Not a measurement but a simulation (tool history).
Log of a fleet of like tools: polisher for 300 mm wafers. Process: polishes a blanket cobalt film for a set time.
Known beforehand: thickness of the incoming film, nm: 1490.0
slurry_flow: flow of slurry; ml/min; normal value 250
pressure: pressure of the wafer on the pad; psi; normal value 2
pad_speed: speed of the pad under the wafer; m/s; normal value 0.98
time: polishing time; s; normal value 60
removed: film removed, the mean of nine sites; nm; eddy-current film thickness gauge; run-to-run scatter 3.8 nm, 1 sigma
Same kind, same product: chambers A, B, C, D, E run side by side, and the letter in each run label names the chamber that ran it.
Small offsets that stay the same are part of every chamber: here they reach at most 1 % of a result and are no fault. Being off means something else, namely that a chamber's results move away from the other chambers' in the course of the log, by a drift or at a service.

| run | hour | slurry_flow | pressure | pad_speed | time | wafers polished on this pad | hours since the slurry nozzle was cleaned | hours since the head pressure was calibrated | removed |
|---|---|---|---|---|---|---|---|---|---|
| 1C | 4.4 | 250 | 2 | 0.98 | 60 | 378 | 204.7 | 296.3 | 299.98 |
|  | 5.9 | chamber E: slurry nozzle cleaned |
| 2E | 9.3 | 250 | 2 | 0.98 | 60 | 1087 | 3.5 | 741.8 | 307.42 |
| 3A | 12.6 | 250 | 2 | 0.98 | 60 | 530 | 327.9 | 285.9 | 307.13 |
| 4B | 18.3 | 250 | 2 | 0.98 | 60 | 1226 | 277.7 | 273.6 | 310.73 |
| 5D | 24.7 | 250 | 2 | 0.98 | 60 | 401 | 384.9 | 1167.5 | 310.25 |
|  | 28.8 | chamber E: worn pad replaced by a new one |
| 6E | 30.3 | 250 | 2 | 0.98 | 60 | 12 | 24.5 | 762.8 | 312.27 |
|  | 32 | chamber B: worn pad replaced by a new one |
| 7D | 34.5 | 250 | 2 | 0.98 | 60 | 481 | 394.7 | 1177.3 | 296.8 |
| 8C | 37.9 | 250 | 1.4 | 0.98 | 67 | 650 | 238.2 | 329.8 | 239.25 |
|  | 38.6 | chamber C: head pressure recalibrated |
|  | 42.5 | chamber A: worn pad replaced by a new one |
| 9B | 43.9 | 250 | 1.4 | 0.98 | 67 | 96 | 303.3 | 299.2 | 247.31 |
|  | 45.6 | chamber B: slurry nozzle cleaned |
| 10A | 48 | 250 | 1.4 | 0.98 | 67 | 44 | 363.3 | 321.3 | 248.61 |
|  | 48.6 | chamber C: worn pad replaced by a new one |
| 11D | 52.8 | 250 | 1.4 | 0.98 | 67 | 630 | 413 | 1195.6 | 239.37 |
|  | 54.1 | chamber A: slurry nozzle cleaned |
| 12B | 58.5 | 250 | 1.4 | 0.98 | 67 | 215 | 13 | 313.8 | 246.32 |
| 13E | 62.8 | 250 | 2 | 0.98 | 60 | 276 | 57 | 795.3 | 308.06 |
| 14A | 67.1 | 250 | 2 | 0.98 | 60 | 199 | 13.1 | 340.4 | 311.61 |
| 15C | 71.3 | 250 | 2 | 0.98 | 60 | 184 | 271.6 | 32.7 | 312.22 |
| 16A | 77.2 | 185 | 2 | 0.98 | 51 | 281 | 23.2 | 350.5 | 258.68 |
|  | 78.7 | chamber D: head pressure recalibrated |
| 17D | 80.6 | 185 | 2 | 0.98 | 51 | 855 | 440.8 | 1.9 | 270.56 |
| 18B | 85.1 | 185 | 2 | 0.98 | 51 | 431 | 39.6 | 340.4 | 256.77 |
| 19E | 90.4 | 185 | 2 | 0.98 | 51 | 500 | 84.6 | 822.9 | 255.59 |
| 20C | 96.8 | 185 | 2 | 0.98 | 51 | 391 | 297.1 | 58.2 | 250.13 |
| 21C | 103.5 | 250 | 2 | 0.98 | 60 | 446 | 303.8 | 64.9 | 306.37 |
|  | 104.9 | chamber D: worn pad replaced by a new one |
| 22E | 109.8 | 250 | 2 | 0.98 | 60 | 658 | 104 | 842.3 | 308.49 |
| 23D | 113.2 | 250 | 2 | 0.98 | 60 | 68 | 473.4 | 34.5 | 342.6 |
|  | 119.9 | chamber A: worn pad replaced by a new one |
| 24A | 120.1 | 250 | 2 | 0.98 | 60 | 2 | 66.1 | 393.4 | 305.15 |
| 25B | 125.9 | 250 | 2 | 0.98 | 60 | 762 | 80.4 | 381.2 | 307.6 |
| 26A | 131.6 | 250 | 2 | 0.98 | 60 | 95 | 77.6 | 404.9 | 307.23 |
| 27D | 135.9 | 250 | 2 | 0.98 | 60 | 252 | 496.1 | 57.2 | 334.36 |
| 28C | 141 | 250 | 2 | 0.98 | 60 | 750 | 341.3 | 102.4 | 301.47 |
| 29B | 144.6 | 250 | 2 | 0.98 | 60 | 914 | 99.1 | 399.9 | 299.09 |
|  | 148.3 | chamber C: worn pad replaced by a new one |
| 30E | 151.4 | 250 | 2 | 0.98 | 60 | 995 | 145.6 | 883.9 | 312.13 |
|  | 152.9 | chamber E: worn pad replaced by a new one |
| 31E | 158.3 | 285 | 2 | 0.82 | 60 | 44 | 152.5 | 890.8 | 265.54 |
| 32A | 164.9 | 285 | 2 | 0.82 | 60 | 366 | 110.9 | 438.2 | 259.19 |
| 33B | 168.4 | 285 | 2 | 0.82 | 60 | 1107 | 122.9 | 423.7 | 261.92 |
| 34C | 174.7 | 285 | 2 | 0.82 | 60 | 215 | 375 | 136.1 | 257.68 |

Which is it: a chamber that has drifted or been left off by a service, a gauge drift common to all chambers, or only each chamber's usual small offset? If a chamber is off, name it and its likeliest cause.

A service left chamber D off against the others.
Most likely cause: head's pressure above its setpoint, % = 9.09.

Below are 4 candidate recipes for chamber D's next run, each the usual settings with a change, their results shown as question marks. Which of them brings D's results back in line with what the other chambers give on the usual settings?
In line here means within this much of the mean the other chambers give on the usual settings: removed 13 nm
| 35D-1 | 179.8 | 255 | 2.3 | 0.98 | 60 |  |  |  | ? |
| 35D-2 | 179.8 | 250 | 2 | 0.98 | 55 |  |  |  | ? |
| 35D-3 | 179.8 | 250 | 2 | 0.98 | 65 |  |  |  | ? |
| 35D-4 | 179.8 | 245 | 2 | 0.98 | 51 |  |  |  | ? |

Other chambers, usual settings, mean: removed 309.1 nm
| run | removed |
|---|---|
| 35D-1 | 382.46 |
| 35D-2 | 303.84 |
| 35D-3 | 359.08 |
| 35D-4 | 281.12 |
The right change is 35D-2: it brings the chamber back within the allowed miss of the others.

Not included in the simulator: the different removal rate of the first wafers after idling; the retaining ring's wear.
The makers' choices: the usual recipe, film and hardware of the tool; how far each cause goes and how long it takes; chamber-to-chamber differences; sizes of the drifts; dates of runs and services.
